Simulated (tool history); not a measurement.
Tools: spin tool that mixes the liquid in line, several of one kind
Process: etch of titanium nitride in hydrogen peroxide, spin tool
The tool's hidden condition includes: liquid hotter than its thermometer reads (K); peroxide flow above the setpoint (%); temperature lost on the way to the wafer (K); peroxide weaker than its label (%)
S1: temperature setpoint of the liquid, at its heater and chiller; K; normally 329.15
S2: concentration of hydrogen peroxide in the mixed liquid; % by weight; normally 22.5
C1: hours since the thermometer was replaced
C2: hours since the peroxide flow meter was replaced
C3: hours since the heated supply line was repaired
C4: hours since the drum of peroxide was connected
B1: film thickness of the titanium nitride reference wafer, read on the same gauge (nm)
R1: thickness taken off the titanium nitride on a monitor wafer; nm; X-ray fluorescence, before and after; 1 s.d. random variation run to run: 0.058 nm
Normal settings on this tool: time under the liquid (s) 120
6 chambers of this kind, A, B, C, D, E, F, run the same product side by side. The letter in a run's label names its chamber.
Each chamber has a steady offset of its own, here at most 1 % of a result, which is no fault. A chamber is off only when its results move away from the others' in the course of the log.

At hour 3.8: chamber D: thermometer replaced.
Run 1F, hour 7.2: usual settings; C1 90.8; C2 1056.7; C3 2097.6; C4 243.6; B1 140. Result: R1 7.0213 nm.
Run 2D, hour 12: usual settings; C1 8.3; C2 518.1; C3 1363.7; C4 137.4; B1 139.99. Result: R1 6.9577 nm.
At hour 14: chamber E: peroxide flow meter replaced.
Run 3A, hour 15.2: usual settings; C1 595.1; C2 414.4; C3 293; C4 593; B1 140.01. Result: R1 6.9063 nm.
Run 4E, hour 19.8: usual settings; C1 1984.5; C2 5.8; C3 747.4; C4 259.3; B1 140.01. Result: R1 6.9614 nm.
At hour 22.5: chamber E: thermometer replaced.
Run 5B, hour 25.2: usual settings; C1 350.6; C2 279; C3 288.8; C4 514.7; B1 140. Result: R1 6.8161 nm.
Run 6C, hour 30.3: usual settings; C1 574.3; C2 511.2; C3 293.5; C4 166.4; B1 139.98. Result: R1 6.934 nm.
Run 7B, hour 37.1: usual settings; C1 362.5; C2 290.9; C3 300.7; C4 526.6; B1 140.01. Result: R1 6.9503 nm.
Run 8A, hour 42.6: usual settings; C1 622.5; C2 441.8; C3 320.4; C4 620.4; B1 139.97. Result: R1 6.9456 nm.
Run 9F, hour 47.6: usual settings but S1 337.65 K, time under the liquid (s) 70; C1 131.2; C2 1097.1; C3 2138; C4 284; B1 139.99. Result: R1 7.3296 nm.
At hour 54.3: chamber E: new drum of peroxide connected.
Run 10C, hour 54.3: usual settings but S1 337.65 K, time under the liquid (s) 70; C1 598.3; C2 535.2; C3 317.5; C4 190.4; B1 139.99. Result: R1 7.2691 nm.
Run 11E, hour 57.9: usual settings but S1 337.65 K, time under the liquid (s) 70; C1 35.4; C2 43.9; C3 785.5; C4 3.6; B1 140.04. Result: R1 7.0605 nm.
Run 12D, hour 61.2: usual settings but S1 337.65 K, time under the liquid (s) 70; C1 57.5; C2 567.3; C3 1412.9; C4 186.6; B1 139.96. Result: R1 7.0536 nm.
Run 13D, hour 66.5: usual settings but S1 337.65 K, time under the liquid (s) 70; C1 62.8; C2 572.6; C3 1418.2; C4 191.9; B1 139.99. Result: R1 7.1675 nm.
Run 14F, hour 71.2: usual settings but S1 337.65 K, time under the liquid (s) 70; C1 154.8; C2 1120.7; C3 2161.6; C4 307.6; B1 140. Result: R1 7.3586 nm.
Run 15B, hour 78: usual settings; C1 403.4; C2 331.8; C3 341.6; C4 567.5; B1 140.01. Result: R1 6.8877 nm.
Run 16E, hour 83.5: usual settings; C1 61; C2 69.5; C3 811.1; C4 29.2; B1 139.99. Result: R1 6.7338 nm.
Run 17C, hour 90.5: usual settings; C1 634.5; C2 571.4; C3 353.7; C4 226.6; B1 139.97. Result: R1 6.8689 nm.
Run 18A, hour 94.3: usual settings but S2 17 % by weight, time under the liquid (s) 155; C1 674.2; C2 493.5; C3 372.1; C4 672.1; B1 139.95. Result: R1 8.3953 nm.
Run 19A, hour 101.7: usual settings but S2 17 % by weight, time under the liquid (s) 155; C1 681.6; C2 500.9; C3 379.5; C4 679.5; B1 139.98. Result: R1 8.2619 nm.
Run 20E, hour 106.5: usual settings but S2 17 % by weight, time under the liquid (s) 155; C1 84; C2 92.5; C3 834.1; C4 52.2; B1 140. Result: R1 8.3185 nm.
Run 21B, hour 110.2: usual settings but S2 17 % by weight, time under the liquid (s) 155; C1 435.6; C2 364; C3 373.8; C4 599.7; B1 140.01. Result: R1 8.3231 nm.
Run 22F, hour 116: usual settings but S2 17 % by weight, time under the liquid (s) 155; C1 199.6; C2 1165.5; C3 2206.4; C4 352.4; B1 140. Result: R1 8.4908 nm.
Run 23D, hour 122: usual settings but S2 17 % by weight, time under the liquid (s) 155; C1 118.3; C2 628.1; C3 1473.7; C4 247.4; B1 139.98. Result: R1 8.4478 nm.
Run 24C, hour 127.8: usual settings; C1 671.8; C2 608.7; C3 391; C4 263.9; B1 139.97. Result: R1 6.9574 nm.
Run 25D, hour 131.1: usual settings; C1 127.4; C2 637.2; C3 1482.8; C4 256.5; B1 140. Result: R1 6.9039 nm.
Run 26F, hour 136.6: usual settings; C1 220.2; C2 1186.1; C3 2227; C4 373; B1 140.03. Result: R1 6.9922 nm.
Run 27E, hour 142.4: usual settings; C1 119.9; C2 128.4; C3 870; C4 88.1; B1 140. Result: R1 6.6228 nm.
Run 28B, hour 147.9: usual settings; C1 473.3; C2 401.7; C3 411.5; C4 637.4; B1 140.01. Result: R1 6.9403 nm.
Run 29C, hour 154.7: usual settings but S2 24.5 % by weight, time under the liquid (s) 155; C1 698.7; C2 635.6; C3 417.9; C4 290.8; B1 139.99. Result: R1 9.1568 nm.
Run 30A, hour 158.4: usual settings but S2 24.5 % by weight, time under the liquid (s) 155; C1 738.3; C2 557.6; C3 436.2; C4 736.2; B1 140.03. Result: R1 9.1651 nm.
Run 31F, hour 163: usual settings but S2 24.5 % by weight, time under the liquid (s) 155; C1 246.6; C2 1212.5; C3 2253.4; C4 399.4; B1 140.02. Result: R1 9.0322 nm.
Run 32C, hour 167.9: usual settings but S2 24.5 % by weight, time under the liquid (s) 155; C1 711.9; C2 648.8; C3 431.1; C4 304; B1 139.99. Result: R1 9.0418 nm.
Run 33D, hour 174.8: usual settings but S2 24.5 % by weight, time under the liquid (s) 155; C1 171.1; C2 680.9; C3 1526.5; C4 300.2; B1 139.98. Result: R1 9.1146 nm.
Run 34E, hour 181: usual settings but S2 24.5 % by weight, time under the liquid (s) 155; C1 158.5; C2 167; C3 908.6; C4 126.7; B1 139.99. Result: R1 8.5598 nm.
Run 35B, hour 187.3: usual settings; C1 512.7; C2 441.1; C3 450.9; C4 676.8; B1 140.02. Result: R1 6.8371 nm.
Run 36A, hour 190.8: usual settings; C1 770.7; C2 590; C3 468.6; C4 768.6; B1 139.99. Result: R1 6.9275 nm.
Run 37F, hour 197.6: usual settings; C1 281.2; C2 1247.1; C3 2288; C4 434; B1 140.04. Result: R1 7.0497 nm.
Run 38D, hour 202.8: usual settings; C1 199.1; C2 708.9; C3 1554.5; C4 328.2; B1 139.99. Result: R1 6.9211 nm.
Run 39A, hour 209.6: usual settings; C1 789.5; C2 608.8; C3 487.4; C4 787.4; B1 140.01. Result: R1 6.9447 nm.
Run 40E, hour 213.2: usual settings; C1 190.7; C2 199.2; C3 940.8; C4 158.9; B1 139.99. Result: R1 6.4398 nm.
Run 41C, hour 216.5: usual settings; C1 760.5; C2 697.4; C3 479.7; C4 352.6; B1 140.02. Result: R1 6.9992 nm.
Run 42B, hour 223.8: usual settings but S1 320.15 K, time under the liquid (s) 180; C1 549.2; C2 477.6; C3 487.4; C4 713.3; B1 139.98. Result: R1 5.3978 nm.
Run 43F, hour 229.2: usual settings but S1 320.15 K, time under the liquid (s) 180; C1 312.8; C2 1278.7; C3 2319.6; C4 465.6; B1 139.99. Result: R1 5.5706 nm.
Run 44C, hour 233.1: usual settings but S1 320.15 K, time under the liquid (s) 180; C1 777.1; C2 714; C3 496.3; C4 369.2; B1 139.98. Result: R1 5.4824 nm.

All chambers now run identical settings, listed one chamber a line with results as question marks. What results will each chamber show?
Run 45A, hour 238.4: usual settings but S2 20 % by weight. Result: R1 ?.
Run 45B, hour 238.4: usual settings but S2 20 % by weight. Result: R1 ?.
Run 45C, hour 238.4: usual settings but S2 20 % by weight. Result: R1 ?.
Run 45D, hour 238.4: usual settings but S2 20 % by weight. Result: R1 ?.
Run 45E, hour 238.4: usual settings but S2 20 % by weight. Result: R1 ?.
Run 45F, hour 238.4: usual settings but S2 20 % by weight. Result: R1 ?.

run      R1
45A  6.6748
45B   6.619
45C  6.7464
45D  6.6452
45E  6.1043
45F  6.9166
